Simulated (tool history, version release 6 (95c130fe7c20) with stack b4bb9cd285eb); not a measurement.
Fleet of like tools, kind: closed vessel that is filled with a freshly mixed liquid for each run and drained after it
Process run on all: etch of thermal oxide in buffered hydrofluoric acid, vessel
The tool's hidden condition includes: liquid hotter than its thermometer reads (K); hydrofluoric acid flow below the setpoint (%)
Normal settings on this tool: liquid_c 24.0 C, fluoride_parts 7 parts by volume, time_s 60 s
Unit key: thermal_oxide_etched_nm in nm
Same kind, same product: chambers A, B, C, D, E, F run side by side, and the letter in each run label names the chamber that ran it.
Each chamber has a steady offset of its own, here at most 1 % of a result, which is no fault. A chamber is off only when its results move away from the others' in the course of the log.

| run | day | liquid_c | fluoride_parts | time_s | hours since the thermometer was replaced | hours since the hydrofluoric acid flow meter was replaced | read-back film thickness of the thermal oxide reference wafer, read on the same gauge (nm) | thermal_oxide_etched_nm |
|---|---|---|---|---|---|---|---|---|
| 1C | 0.233 | 24.0 | 7 | 60 | 2226.9 | 539.9 | 120.00 | 99.923 |
| 2E | 0.608 | 24.0 | 7 | 60 | 815.1 | 537.8 | 120.01 | 100.090 |
| 3F | 0.771 | 24.0 | 7 | 60 | 154.1 | 499.0 | 119.99 | 100.700 |
| 4A | 0.971 | 24.0 | 7 | 60 | 878.9 | 132.8 | 120.02 | 100.350 |
| 5D | 1.242 | 27.5 | 7 | 60 | 347.4 | 1075.2 | 120.00 | 121.100 |
| 6B | 1.600 | 27.5 | 7 | 60 | 1383.5 | 1144.9 | 120.03 | 122.160 |
| 7C | 1.871 | 27.5 | 7 | 60 | 2266.2 | 579.2 | 120.00 | 119.870 |
| 8A | 2.083 | 27.5 | 7 | 60 | 905.6 | 159.5 | 120.00 | 121.420 |
| 9B | 2.404 | 27.5 | 7 | 60 | 1402.8 | 1164.2 | 120.00 | 122.540 |
| 10D | 2.625 | 27.5 | 7 | 60 | 380.6 | 1108.4 | 119.99 | 121.030 |
| 11F | 2.892 | 24.0 | 7 | 60 | 205.0 | 549.9 | 119.98 | 100.440 |
| 12E | 3.204 | 24.0 | 7 | 60 | 877.4 | 600.1 | 120.00 | 99.151 |
| 13C | 3.546 | 24.0 | 7 | 60 | 2306.4 | 619.4 | 120.00 | 100.390 |
| 14D | 3.746 | 24.0 | 7 | 60 | 407.5 | 1135.3 | 120.00 | 100.370 |
| 15B | 3.967 | 24.0 | 7 | 60 | 1440.3 | 1201.7 | 119.98 | 101.360 |
|  | 4.212 | chamber B: thermometer replaced |
| 16F | 4.275 | 24.0 | 7 | 60 | 238.2 | 583.1 | 120.01 | 101.030 |
| 17A | 4.600 | 24.0 | 7 | 60 | 966.0 | 219.9 | 120.02 | 100.240 |
| 18E | 4.921 | 24.0 | 7 | 60 | 918.6 | 641.3 | 120.01 | 98.705 |
| 19B | 5.150 | 24.0 | 7 | 60 | 22.5 | 1230.1 | 119.99 | 100.430 |
| 20F | 5.467 | 24.0 | 7 | 60 | 266.8 | 611.7 | 119.98 | 100.140 |
| 21A | 5.725 | 24.0 | 7 | 60 | 993.0 | 246.9 | 120.01 | 100.560 |
| 22E | 6.000 | 24.0 | 7 | 60 | 944.5 | 667.2 | 119.98 | 99.297 |
|  | 6.204 | chamber D: hydrofluoric acid flow meter replaced |
| 23D | 6.375 | 24.0 | 7 | 60 | 470.6 | 4.2 | 119.99 | 99.734 |
| 24C | 6.625 | 24.0 | 7 | 60 | 2380.3 | 693.3 | 120.02 | 99.922 |
| 25E | 6.896 | 24.0 | 7 | 60 | 966.0 | 688.7 | 119.98 | 100.150 |
| 26D | 7.133 | 24.0 | 7 | 60 | 488.8 | 22.4 | 120.02 | 99.673 |
| 27F | 7.342 | 24.0 | 7 | 60 | 311.8 | 656.7 | 119.99 | 100.980 |
| 28B | 7.712 | 24.0 | 7 | 60 | 84.0 | 1291.6 | 120.00 | 101.300 |
| 29A | 7.975 | 24.0 | 7 | 60 | 1047.0 | 300.9 | 120.01 | 99.281 |
|  | 8.025 | chamber E: hydrofluoric acid flow meter replaced |
| 30C | 8.338 | 28.0 | 7 | 60 | 2421.4 | 734.4 | 119.98 | 124.360 |
| 31B | 8.696 | 28.0 | 7 | 60 | 107.6 | 1315.2 | 120.00 | 127.140 |
| 32C | 9.004 | 28.0 | 7 | 60 | 2437.4 | 750.4 | 120.00 | 124.230 |
| 33D | 9.179 | 28.0 | 7 | 60 | 537.9 | 71.5 | 120.00 | 124.020 |
| 34A | 9.383 | 28.0 | 7 | 60 | 1080.8 | 334.7 | 120.01 | 124.570 |
| 35E | 9.571 | 28.0 | 7 | 60 | 1030.2 | 37.2 | 120.02 | 122.850 |
| 36F | 9.821 | 24.0 | 7 | 60 | 371.3 | 716.2 | 120.01 | 100.670 |
| 37D | 10.079 | 24.0 | 7 | 60 | 559.5 | 93.1 | 119.99 | 99.375 |
| 38A | 10.412 | 24.0 | 7 | 60 | 1105.5 | 359.4 | 120.01 | 100.200 |
| 39F | 10.738 | 24.0 | 7 | 45 | 393.3 | 738.2 | 119.99 | 75.231 |

Next, every chamber runs the same settings. What will each give?
| 40A | 11.008 | 24.0 | 5 | 60 |  |  |  | ? |
| 40B | 11.008 | 24.0 | 5 | 60 |  |  |  | ? |
| 40C | 11.008 | 24.0 | 5 | 60 |  |  |  | ? |
| 40D | 11.008 | 24.0 | 5 | 60 |  |  |  | ? |
| 40E | 11.008 | 24.0 | 5 | 60 |  |  |  | ? |
| 40F | 11.008 | 24.0 | 5 | 60 |  |  |  | ? |

| run | thermal_oxide_etched_nm |
|---|---|
| 40A | 132.410 |
| 40B | 134.000 |
| 40C | 134.060 |
| 40D | 132.790 |
| 40E | 132.590 |
| 40F | 133.090 |
